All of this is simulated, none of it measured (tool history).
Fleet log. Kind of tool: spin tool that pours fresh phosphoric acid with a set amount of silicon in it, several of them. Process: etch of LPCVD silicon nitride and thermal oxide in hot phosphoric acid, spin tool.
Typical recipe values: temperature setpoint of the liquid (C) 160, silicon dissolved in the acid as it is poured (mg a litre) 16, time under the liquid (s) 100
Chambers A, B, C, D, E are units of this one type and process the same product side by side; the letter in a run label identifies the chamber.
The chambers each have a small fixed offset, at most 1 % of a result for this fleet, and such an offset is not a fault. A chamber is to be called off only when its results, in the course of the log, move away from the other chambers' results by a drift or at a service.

| run | hour | temperature setpoint of the liquid (C) | silicon dissolved in the acid as it is poured (mg a litre) | time under the liquid (s) | read-back film thickness of the LPCVD silicon nitride reference wafer, read on the same gauge (nm) | read-back film thickness of the thermal oxide reference wafer, read on the same gauge (nm) | thickness taken off the LPCVD silicon nitride on a monitor wafer (angstrom) | thickness taken off the thermal oxide on a monitor wafer (angstrom) |
|---|---|---|---|---|---|---|---|---|
| 1E | 10.2 | 160 | 16 | 100 | 130.02 | 69.993 | 78.981 | 2.4495 |
| 2C | 19.3 | 160 | 16 | 100 | 130.02 | 70.008 | 79.781 | 1.6507 |
| 3A | 28.1 | 160 | 16 | 100 | 130.02 | 70.013 | 78.807 | 2.0198 |
| 4D | 35.6 | 160 | 16 | 100 | 130.04 | 69.983 | 78.767 | 2.1372 |
| 5B | 42 | 160 | 16 | 100 | 130.05 | 70.006 | 78.9 | 2.2649 |
| 6A | 50.8 | 160 | 16 | 155 | 129.99 | 69.997 | 122.82 | 3.4487 |
| 7B | 61.4 | 160 | 16 | 155 | 129.97 | 70.01 | 121.82 | 3.3472 |
| 8C | 67.4 | 160 | 16 | 155 | 129.94 | 70.02 | 124.79 | 2.5869 |
| 9D | 76.4 | 160 | 16 | 155 | 130.02 | 70.015 | 123.37 | 2.7094 |
|  | 79.8 | chamber D: heated supply line repaired |
| 10E | 83.1 | 160 | 16 | 155 | 130 | 70.011 | 122.73 | 2.9055 |
| 11C | 91.5 | 162 | 8.5 | 100 | 130 | 70.018 | 85.312 | 2.463 |
| 12E | 96.8 | 162 | 8.5 | 100 | 129.98 | 70.021 | 84.587 | 2.7307 |
| 13A | 105.6 | 162 | 8.5 | 100 | 129.99 | 69.996 | 84.934 | 3.0584 |
| 14D | 116.1 | 162 | 8.5 | 100 | 130.01 | 70.028 | 83.883 | 3.0716 |
| 15B | 123.9 | 162 | 8.5 | 100 | 130 | 69.973 | 84.185 | 3.3122 |
| 16C | 130.7 | 160 | 16 | 100 | 130.05 | 70.033 | 79.567 | 1.941 |
| 17E | 138.9 | 160 | 27.5 | 100 | 130 | 69.978 | 78.895 | 1.3997 |
| 18D | 146 | 160 | 27.5 | 100 | 130 | 70.005 | 78.783 | 1.3238 |
| 19A | 155.8 | 160 | 27.5 | 100 | 129.97 | 69.976 | 79.203 | 1.612 |
|  | 159.3 | chamber E: heated supply line repaired |
| 20B | 163.3 | 160 | 27.5 | 100 | 130.02 | 69.976 | 78.879 | 1.2737 |
| 21D | 170.5 | 160 | 27.5 | 100 | 130 | 69.998 | 78.63 | 1.1528 |
|  | 173.9 | chamber C: thermometer replaced |
| 22A | 177.1 | 160 | 16 | 100 | 129.96 | 69.982 | 80.263 | 1.9161 |
|  | 180 | chamber B: dissolved silicon flow meter replaced |
| 23B | 187.5 | 160 | 16 | 100 | 130.03 | 69.982 | 78.987 | 1.9805 |
| 24E | 195.7 | 160 | 16 | 100 | 130.03 | 69.995 | 79.169 | 1.9983 |
| 25C | 204.3 | 160 | 16 | 100 | 129.96 | 69.998 | 79.163 | 1.887 |
| 26B | 214.3 | 160 | 16 | 100 | 130.02 | 70.017 | 79.049 | 1.8082 |
| 27E | 221.5 | 160 | 16 | 100 | 129.97 | 69.988 | 79.436 | 2.528 |
| 28A | 232.4 | 160 | 16 | 100 | 130.06 | 70.008 | 79.237 | 1.988 |
| 29C | 237.1 | 162 | 11 | 100 | 130 | 70.02 | 85.607 | 2.168 |
| 30D | 245.3 | 162 | 11 | 100 | 129.97 | 69.997 | 84.107 | 2.2953 |
| 31E | 254.8 | 162 | 11 | 100 | 129.99 | 69.998 | 84.418 | 2.7888 |
|  | 259.8 | chamber A: thermometer replaced |
| 32D | 265.1 | 162 | 11 | 100 | 130.03 | 70.009 | 84.203 | 3.003 |
| 33A | 274.6 | 162 | 11 | 100 | 130.04 | 69.993 | 84.291 | 2.6556 |
| 34C | 279.6 | 160 | 16 | 100 | 129.98 | 70.018 | 79.628 | 2.1831 |
| 35B | 285 | 160 | 16 | 100 | 130.03 | 70.013 | 78.843 | 1.98 |

One chamber off, gauge drift, or nothing amiss beyond the chambers' own small offsets? If it is a chamber, which one, and what is the likeliest cause?

No chamber stands off beyond its own small offset, and the gauge holds steady.
